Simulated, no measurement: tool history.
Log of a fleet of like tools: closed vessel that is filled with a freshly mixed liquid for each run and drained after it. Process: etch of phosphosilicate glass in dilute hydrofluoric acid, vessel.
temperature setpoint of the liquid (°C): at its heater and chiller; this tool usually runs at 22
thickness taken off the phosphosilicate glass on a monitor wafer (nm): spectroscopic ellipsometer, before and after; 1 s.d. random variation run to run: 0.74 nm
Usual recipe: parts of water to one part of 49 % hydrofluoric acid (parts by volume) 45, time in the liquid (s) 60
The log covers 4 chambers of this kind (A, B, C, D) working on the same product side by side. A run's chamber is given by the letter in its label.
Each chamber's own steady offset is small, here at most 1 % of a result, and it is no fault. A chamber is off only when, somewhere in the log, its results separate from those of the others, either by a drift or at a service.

run,day,temperature setpoint of the liquid (°C),parts of water to one part of 49 % hydrofluoric acid (parts by volume),time in the liquid (s),hours since the thermometer was replaced,hours since the hydrofluoric acid flow meter was replaced,"read-back film thickness of the phosphosilicate glass reference wafer, read on the same gauge (nm)",thickness taken off the phosphosilicate glass on a monitor wafer (nm)
1C,0.283,22,45,60,1145.7,875.1,60.014,145.72
# day 0.504: chamber B: thermometer replaced
2A,0.658,22,45,60,1375.3,900.6,59.991,146.35
3B,0.9,22,45,60,9.5,1471.9,59.988,144.87
4D,1.179,22,45,60,614.7,1488.5,59.974,147.11
5D,1.4,18.5,45,60,620,1493.8,60.03,125.13
6B,1.742,18.5,45,60,29.7,1492.1,60.008,125.46
7C,2.142,18.5,45,60,1190.3,919.7,59.998,125.76
# day 2.242: chamber D: thermometer replaced
8A,2.529,18.5,45,60,1420.2,945.5,60.029,126.4
9D,2.95,22,45,60,17.1,1531,60.012,145.43
10B,3.162,22,45,60,63.8,1526.2,60.008,144.73
11C,3.458,22,45,60,1221.9,951.3,59.972,146.8
# day 3.483: chamber C: thermometer replaced
12A,3.933,22,45,60,1453.9,979.2,60.033,146.05
13B,4.254,22,45,60,90,1552.4,59.968,143.87
14A,4.729,22,45,60,1473,998.3,59.988,146.54
15C,5.067,22,45,60,38.1,989.9,59.999,145.33
16D,5.538,22,45,60,79.2,1593.1,59.987,145.93
17D,5.758,26.5,35,60,84.5,1598.4,59.992,232.43
18C,6.025,26.5,35,60,61.1,1012.9,60.013,228.44
19A,6.338,26.5,35,60,1511.6,1036.9,60.021,231.15
# day 6.592: chamber C: hydrofluoric acid flow meter replaced
20B,6.7,26.5,35,60,148.7,1611.1,59.983,228.3
21A,6.967,22,45,60,1526.7,1052,59.99,146.64
22B,7.183,22,60,60,160.3,1622.7,59.974,106.57
23C,7.4,22,60,60,94.1,19.5,59.948,107.7
24D,7.804,22,60,60,133.6,1647.5,59.991,107.71
25B,8.183,22,60,60,184.3,1646.7,59.993,106.24
26D,8.454,22,45,60,149.2,1663.1,59.994,146.45
27C,8.683,22,45,60,124.9,50.3,60.018,146.59
28A,8.996,22,45,60,1575.4,1100.7,59.946,145.61
29B,9.346,22,45,60,212.2,1674.6,59.985,145.21
30D,9.571,22,45,60,176,1689.9,59.976,146.5
31A,10.038,22,45,60,1600.4,1125.7,59.998,147.05
32C,10.346,22,45,60,164.8,90.2,60.059,144.69
33D,10.646,22,45,60,201.8,1715.7,59.987,146.36
34B,10.967,22,45,60,251.1,1713.5,59.974,144.62
35C,11.433,22,45,60,190.9,116.3,59.992,145.63
36A,11.683,22,45,60,1639.9,1165.2,60.024,147.03
37C,11.896,26.5,45,35,202,127.4,60.008,102.66
38A,12.108,26.5,45,35,1650.1,1175.4,60.02,102.88
39B,12.525,26.5,45,35,288.5,1750.9,60,101.94
40D,12.767,26.5,45,35,252.7,1766.6,59.991,102.19
41A,13.154,22,45,60,1675.2,1200.5,60.011,146.23

Is one chamber off against the others, does the gauge drift, or is nothing wrong? If a chamber is off, say which, and what the likeliest cause is.

No chamber stands off beyond its own small offset, and the gauge holds steady.
